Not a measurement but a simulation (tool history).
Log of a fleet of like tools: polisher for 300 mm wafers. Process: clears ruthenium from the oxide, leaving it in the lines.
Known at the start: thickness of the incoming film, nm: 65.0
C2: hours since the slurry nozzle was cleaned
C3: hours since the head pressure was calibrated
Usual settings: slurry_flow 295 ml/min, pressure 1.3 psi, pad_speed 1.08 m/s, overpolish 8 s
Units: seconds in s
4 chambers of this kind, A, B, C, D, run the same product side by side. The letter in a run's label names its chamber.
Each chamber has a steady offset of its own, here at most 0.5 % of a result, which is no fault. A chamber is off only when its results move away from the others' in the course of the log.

{"run": "1A", "hour": 4.8, "slurry_flow": 295, "pressure": 1.3, "pad_speed": 1.08, "overpolish": 8, "wafers polished on this pad": 352, "C2": 168, "C3": 365.8, "seconds": 89.975}
{"run": "2B", "hour": 10.3, "slurry_flow": 295, "pressure": 1.3, "pad_speed": 1.08, "overpolish": 8, "wafers polished on this pad": 599, "C2": 289.2, "C3": 474, "seconds": 90.338}
{"run": "3D", "hour": 14.3, "slurry_flow": 295, "pressure": 1.3, "pad_speed": 1.08, "overpolish": 8, "wafers polished on this pad": 383, "C2": 378.1, "C3": 967, "seconds": 90.483}
{"run": "4C", "hour": 18.0, "slurry_flow": 295, "pressure": 1.3, "pad_speed": 1.08, "overpolish": 8, "wafers polished on this pad": 1167, "C2": 331.9, "C3": 302.5, "seconds": 89.565}
{"hour": 21.3, "done": "chamber C: worn pad replaced by a new one"}
{"run": "5D", "hour": 22.2, "slurry_flow": 295, "pressure": 1.3, "pad_speed": 1.08, "overpolish": 8, "wafers polished on this pad": 453, "C2": 386, "C3": 974.9, "seconds": 88.398}
{"run": "6A", "hour": 26.9, "slurry_flow": 295, "pressure": 1.3, "pad_speed": 1.08, "overpolish": 8, "wafers polished on this pad": 548, "C2": 190.1, "C3": 387.9, "seconds": 91.503}
{"hour": 28.2, "done": "chamber B: worn pad replaced by a new one"}
{"run": "7C", "hour": 29.6, "slurry_flow": 295, "pressure": 1.1, "pad_speed": 1.08, "overpolish": 8, "wafers polished on this pad": 73, "C2": 343.5, "C3": 314.1, "seconds": 104.4}
{"hour": 30.9, "done": "chamber D: slurry nozzle cleaned"}
{"run": "8B", "hour": 33.2, "slurry_flow": 295, "pressure": 1.1, "pad_speed": 1.08, "overpolish": 8, "wafers polished on this pad": 45, "C2": 312.1, "C3": 496.9, "seconds": 106.77}
{"hour": 34.8, "done": "chamber A: head pressure recalibrated"}
{"run": "9B", "hour": 38.0, "slurry_flow": 295, "pressure": 1.1, "pad_speed": 1.08, "overpolish": 8, "wafers polished on this pad": 87, "C2": 316.9, "C3": 501.7, "seconds": 107.71}
{"run": "10D", "hour": 43.4, "slurry_flow": 295, "pressure": 1.1, "pad_speed": 1.08, "overpolish": 8, "wafers polished on this pad": 640, "C2": 12.5, "C3": 996.1, "seconds": 106.56}
{"run": "11C", "hour": 47.5, "slurry_flow": 295, "pressure": 1.3, "pad_speed": 1.08, "overpolish": 8, "wafers polished on this pad": 232, "C2": 361.4, "C3": 332, "seconds": 90.14}
{"hour": 50.4, "done": "chamber B: head pressure recalibrated"}
{"run": "12A", "hour": 53.1, "slurry_flow": 295, "pressure": 1.3, "pad_speed": 1.08, "overpolish": 8, "wafers polished on this pad": 780, "C2": 216.3, "C3": 18.3, "seconds": 90.338}
{"run": "13B", "hour": 58.0, "slurry_flow": 295, "pressure": 1.3, "pad_speed": 1.08, "overpolish": 8, "wafers polished on this pad": 264, "C2": 336.9, "C3": 7.6, "seconds": 80.261}
{"run": "14C", "hour": 60.7, "slurry_flow": 295, "pressure": 1.3, "pad_speed": 1.08, "overpolish": 8, "wafers polished on this pad": 348, "C2": 374.6, "C3": 345.2, "seconds": 93.045}
{"hour": 61.7, "done": "chamber D: worn pad replaced by a new one"}
{"hour": 62.3, "done": "chamber A: worn pad replaced by a new one"}
{"run": "15A", "hour": 64.8, "slurry_flow": 295, "pressure": 0.9, "pad_speed": 1.08, "overpolish": 11, "wafers polished on this pad": 22, "C2": 228, "C3": 30, "seconds": 129.8}
{"run": "16D", "hour": 68.6, "slurry_flow": 295, "pressure": 0.9, "pad_speed": 1.08, "overpolish": 11, "wafers polished on this pad": 61, "C2": 37.7, "C3": 1021.3, "seconds": 128.52}
{"run": "17C", "hour": 73.5, "slurry_flow": 295, "pressure": 0.9, "pad_speed": 1.08, "overpolish": 11, "wafers polished on this pad": 462, "C2": 387.4, "C3": 358, "seconds": 129.94}
{"run": "18A", "hour": 77.7, "slurry_flow": 295, "pressure": 0.9, "pad_speed": 1.08, "overpolish": 11, "wafers polished on this pad": 136, "C2": 240.9, "C3": 42.9, "seconds": 129.97}
{"run": "19B", "hour": 82.2, "slurry_flow": 295, "pressure": 1.3, "pad_speed": 1.08, "overpolish": 8, "wafers polished on this pad": 478, "C2": 361.1, "C3": 31.8, "seconds": 81.895}
{"run": "20D", "hour": 87.2, "slurry_flow": 295, "pressure": 1.3, "pad_speed": 1.08, "overpolish": 8, "wafers polished on this pad": 226, "C2": 56.3, "C3": 1039.9, "seconds": 89.885}
{"run": "21A", "hour": 89.7, "slurry_flow": 295, "pressure": 1.3, "pad_speed": 1.08, "overpolish": 8, "wafers polished on this pad": 243, "C2": 252.9, "C3": 54.9, "seconds": 90.129}
{"run": "22C", "hour": 94.3, "slurry_flow": 295, "pressure": 1.3, "pad_speed": 1.08, "overpolish": 8, "wafers polished on this pad": 646, "C2": 408.2, "C3": 378.8, "seconds": 90.952}
{"run": "23D", "hour": 99.6, "slurry_flow": 295, "pressure": 1.7, "pad_speed": 1.08, "overpolish": 8, "wafers polished on this pad": 336, "C2": 68.7, "C3": 1052.3, "seconds": 67.442}
{"run": "24B", "hour": 104.2, "slurry_flow": 295, "pressure": 1.7, "pad_speed": 1.08, "overpolish": 8, "wafers polished on this pad": 673, "C2": 383.1, "C3": 53.8, "seconds": 63.531}
{"run": "25D", "hour": 108.8, "slurry_flow": 295, "pressure": 1.7, "pad_speed": 1.08, "overpolish": 8, "wafers polished on this pad": 417, "C2": 77.9, "C3": 1061.5, "seconds": 67.465}
{"run": "26C", "hour": 112.4, "slurry_flow": 295, "pressure": 1.7, "pad_speed": 1.08, "overpolish": 8, "wafers polished on this pad": 806, "C2": 426.3, "C3": 396.9, "seconds": 70.526}
{"hour": 113.8, "done": "chamber B: worn pad replaced by a new one"}
{"run": "27B", "hour": 115.1, "slurry_flow": 295, "pressure": 1.3, "pad_speed": 1.08, "overpolish": 8, "wafers polished on this pad": 11, "C2": 394, "C3": 64.7, "seconds": 81.16}
{"run": "28A", "hour": 120.4, "slurry_flow": 295, "pressure": 1.3, "pad_speed": 1.08, "overpolish": 8, "wafers polished on this pad": 514, "C2": 283.6, "C3": 85.6, "seconds": 88.12}
{"run": "29C", "hour": 124.8, "slurry_flow": 295, "pressure": 1.3, "pad_speed": 1.08, "overpolish": 8, "wafers polished on this pad": 916, "C2": 438.7, "C3": 409.3, "seconds": 90.261}
{"run": "30D", "hour": 127.7, "slurry_flow": 295, "pressure": 1.3, "pad_speed": 1.08, "overpolish": 8, "wafers polished on this pad": 584, "C2": 96.8, "C3": 1080.4, "seconds": 91.702}
{"run": "31B", "hour": 133.2, "slurry_flow": 295, "pressure": 1.3, "pad_speed": 1.08, "overpolish": 8, "wafers polished on this pad": 172, "C2": 412.1, "C3": 82.8, "seconds": 81.518}
{"run": "32A", "hour": 136.2, "slurry_flow": 295, "pressure": 1, "pad_speed": 0.8, "overpolish": 8, "wafers polished on this pad": 654, "C2": 299.4, "C3": 101.4, "seconds": 156.63}
{"run": "33C", "hour": 141.1, "slurry_flow": 295, "pressure": 1, "pad_speed": 0.8, "overpolish": 8, "wafers polished on this pad": 1060, "C2": 455, "C3": 425.6, "seconds": 159.68}
{"run": "34B", "hour": 145.9, "slurry_flow": 295, "pressure": 1, "pad_speed": 0.8, "overpolish": 8, "wafers polished on this pad": 284, "C2": 424.8, "C3": 95.5, "seconds": 144.8}
{"run": "35A", "hour": 151.5, "slurry_flow": 295, "pressure": 1, "pad_speed": 0.8, "overpolish": 8, "wafers polished on this pad": 789, "C2": 314.7, "C3": 116.7, "seconds": 153.95}
{"run": "36D", "hour": 154.3, "slurry_flow": 295, "pressure": 1.3, "pad_speed": 1.08, "overpolish": 8, "wafers polished on this pad": 820, "C2": 123.4, "C3": 1107, "seconds": 88.246}

All 4 chambers run these settings next. Forecast each chamber's results:
{"run": "37A", "hour": 158.3, "slurry_flow": 295, "pressure": 1.3, "pad_speed": 1.08, "overpolish": 8, "seconds": "?"}
{"run": "37B", "hour": 158.3, "slurry_flow": 295, "pressure": 1.3, "pad_speed": 1.08, "overpolish": 8, "seconds": "?"}
{"run": "37C", "hour": 158.3, "slurry_flow": 295, "pressure": 1.3, "pad_speed": 1.08, "overpolish": 8, "seconds": "?"}
{"run": "37D", "hour": 158.3, "slurry_flow": 295, "pressure": 1.3, "pad_speed": 1.08, "overpolish": 8, "seconds": "?"}

run=37A seconds=91.283
run=37B seconds=84.1
run=37C seconds=90.676
run=37D seconds=90.398

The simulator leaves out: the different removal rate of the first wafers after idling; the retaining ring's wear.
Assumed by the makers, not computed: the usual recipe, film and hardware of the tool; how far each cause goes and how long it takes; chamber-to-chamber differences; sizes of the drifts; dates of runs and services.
